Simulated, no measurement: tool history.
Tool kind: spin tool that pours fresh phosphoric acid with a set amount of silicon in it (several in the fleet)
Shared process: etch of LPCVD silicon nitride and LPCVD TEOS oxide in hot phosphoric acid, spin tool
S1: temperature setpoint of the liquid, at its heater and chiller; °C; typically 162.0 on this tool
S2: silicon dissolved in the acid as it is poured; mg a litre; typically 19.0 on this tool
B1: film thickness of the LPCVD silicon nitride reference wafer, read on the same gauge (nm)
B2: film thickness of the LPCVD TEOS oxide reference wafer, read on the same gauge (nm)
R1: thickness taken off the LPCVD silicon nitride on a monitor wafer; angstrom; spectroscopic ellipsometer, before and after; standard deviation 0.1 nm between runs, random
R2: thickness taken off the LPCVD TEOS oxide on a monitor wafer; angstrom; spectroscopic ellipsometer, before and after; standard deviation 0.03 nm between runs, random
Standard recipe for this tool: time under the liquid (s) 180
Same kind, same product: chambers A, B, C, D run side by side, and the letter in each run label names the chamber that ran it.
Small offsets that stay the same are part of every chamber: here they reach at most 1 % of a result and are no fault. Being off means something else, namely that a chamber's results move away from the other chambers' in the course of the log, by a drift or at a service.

Run 1A, day 0.483: usual settings; B1 129.98; B2 129.95. Result: R1 165.95 angstrom, R2 5.5747 angstrom.
Run 2B, day 0.821: usual settings; B1 129.99; B2 130.01. Result: R1 164.46 angstrom, R2 5.9801 angstrom.
Run 3C, day 1.308: usual settings; B1 129.98; B2 130.03. Result: R1 163.69 angstrom, R2 5.9267 angstrom.
Run 4D, day 1.742: usual settings; B1 129.99; B2 130.01. Result: R1 164.70 angstrom, R2 5.9709 angstrom.
Run 5A, day 2.121: usual settings; B1 130.01; B2 129.94. Result: R1 165.09 angstrom, R2 5.4945 angstrom.
Run 6D, day 2.562: usual settings but S1 159.5 °C, time under the liquid (s) 240; B1 129.99; B2 130.01. Result: R1 198.15 angstrom, R2 6.8965 angstrom.
Run 7B, day 3.171: usual settings but S1 159.5 °C, time under the liquid (s) 240; B1 130.02; B2 129.96. Result: R1 201.11 angstrom, R2 7.0261 angstrom.
Run 8C, day 3.783: usual settings but S1 159.5 °C, time under the liquid (s) 240; B1 129.99; B2 130.02. Result: R1 200.68 angstrom, R2 5.7507 angstrom.
Run 9A, day 4.275: usual settings but S1 159.5 °C, time under the liquid (s) 240; B1 129.99; B2 130.03. Result: R1 199.74 angstrom, R2 6.8011 angstrom.
Run 10B, day 4.550: usual settings; B1 129.99; B2 130.03. Result: R1 163.43 angstrom, R2 5.6266 angstrom.
Run 11D, day 5.162: usual settings; B1 130.00; B2 130.03. Result: R1 164.53 angstrom, R2 5.3408 angstrom.
At day 5.662: chamber A: dissolved silicon flow meter replaced.
Run 12C, day 5.750: usual settings; B1 130.01; B2 130.00. Result: R1 164.02 angstrom, R2 5.9134 angstrom.
Run 13B, day 6.375: usual settings; B1 130.00; B2 130.01. Result: R1 164.17 angstrom, R2 6.3275 angstrom.
Run 14C, day 6.733: usual settings; B1 130.01; B2 129.96. Result: R1 163.93 angstrom, R2 5.5006 angstrom.
Run 15A, day 7.088: usual settings; B1 130.02; B2 130.01. Result: R1 163.15 angstrom, R2 5.4578 angstrom.
Run 16D, day 7.375: usual settings but S1 160.5 °C, S2 31.5 mg a litre; B1 130.02; B2 129.99. Result: R1 155.43 angstrom, R2 3.3173 angstrom.
Run 17A, day 7.850: usual settings but S1 160.5 °C, S2 31.5 mg a litre; B1 130.01; B2 129.94. Result: R1 155.23 angstrom, R2 3.1561 angstrom.
At day 7.979: chamber D: thermometer replaced.
Run 18D, day 8.433: usual settings but S1 160.5 °C, S2 31.5 mg a litre; B1 130.00; B2 129.94. Result: R1 156.12 angstrom, R2 3.4534 angstrom.
Run 19C, day 8.838: usual settings but S1 160.5 °C, S2 31.5 mg a litre; B1 130.01; B2 129.99. Result: R1 155.94 angstrom, R2 3.4576 angstrom.
Run 20B, day 9.442: usual settings; B1 129.99; B2 130.02. Result: R1 162.98 angstrom, R2 5.6436 angstrom.
Run 21A, day 9.738: usual settings; B1 129.98; B2 129.99. Result: R1 164.19 angstrom, R2 4.8309 angstrom.
Run 22C, day 10.096: usual settings; B1 129.99; B2 130.03. Result: R1 164.56 angstrom, R2 5.6459 angstrom.
Run 23D, day 10.450: usual settings; B1 130.00; B2 130.02. Result: R1 162.12 angstrom, R2 6.3958 angstrom.
Run 24B, day 10.825: usual settings; B1 129.99; B2 130.01. Result: R1 162.33 angstrom, R2 5.4759 angstrom.
Run 25B, day 11.371: usual settings but time under the liquid (s) 140; B1 130.02; B2 129.99. Result: R1 128.50 angstrom, R2 3.8797 angstrom.
Run 26D, day 11.675: usual settings but time under the liquid (s) 140; B1 130.00; B2 130.02. Result: R1 126.86 angstrom, R2 4.5968 angstrom.
Run 27C, day 12.212: usual settings but time under the liquid (s) 140; B1 129.99; B2 130.01. Result: R1 127.03 angstrom, R2 4.3198 angstrom.
Run 28A, day 12.758: usual settings but time under the liquid (s) 140; B1 129.99; B2 129.98. Result: R1 126.49 angstrom, R2 4.3130 angstrom.
Run 29C, day 13.146: usual settings; B1 129.99; B2 130.04. Result: R1 162.97 angstrom, R2 5.8884 angstrom.

For the next run the whole fleet of 4 chambers uses the same settings. Give each chamber's results:
Run 30A, day 13.596: usual settings but time under the liquid (s) 255. Result: R1 ?, R2 ?.
Run 30B, day 13.596: usual settings but time under the liquid (s) 255. Result: R1 ?, R2 ?.
Run 30C, day 13.596: usual settings but time under the liquid (s) 255. Result: R1 ?, R2 ?.
Run 30D, day 13.596: usual settings but time under the liquid (s) 255. Result: R1 ?, R2 ?.

run      R1      R2
30A  230.56  8.9237
30B  230.91  7.7852
30C  230.31  8.3471
30D  232.96  7.9751
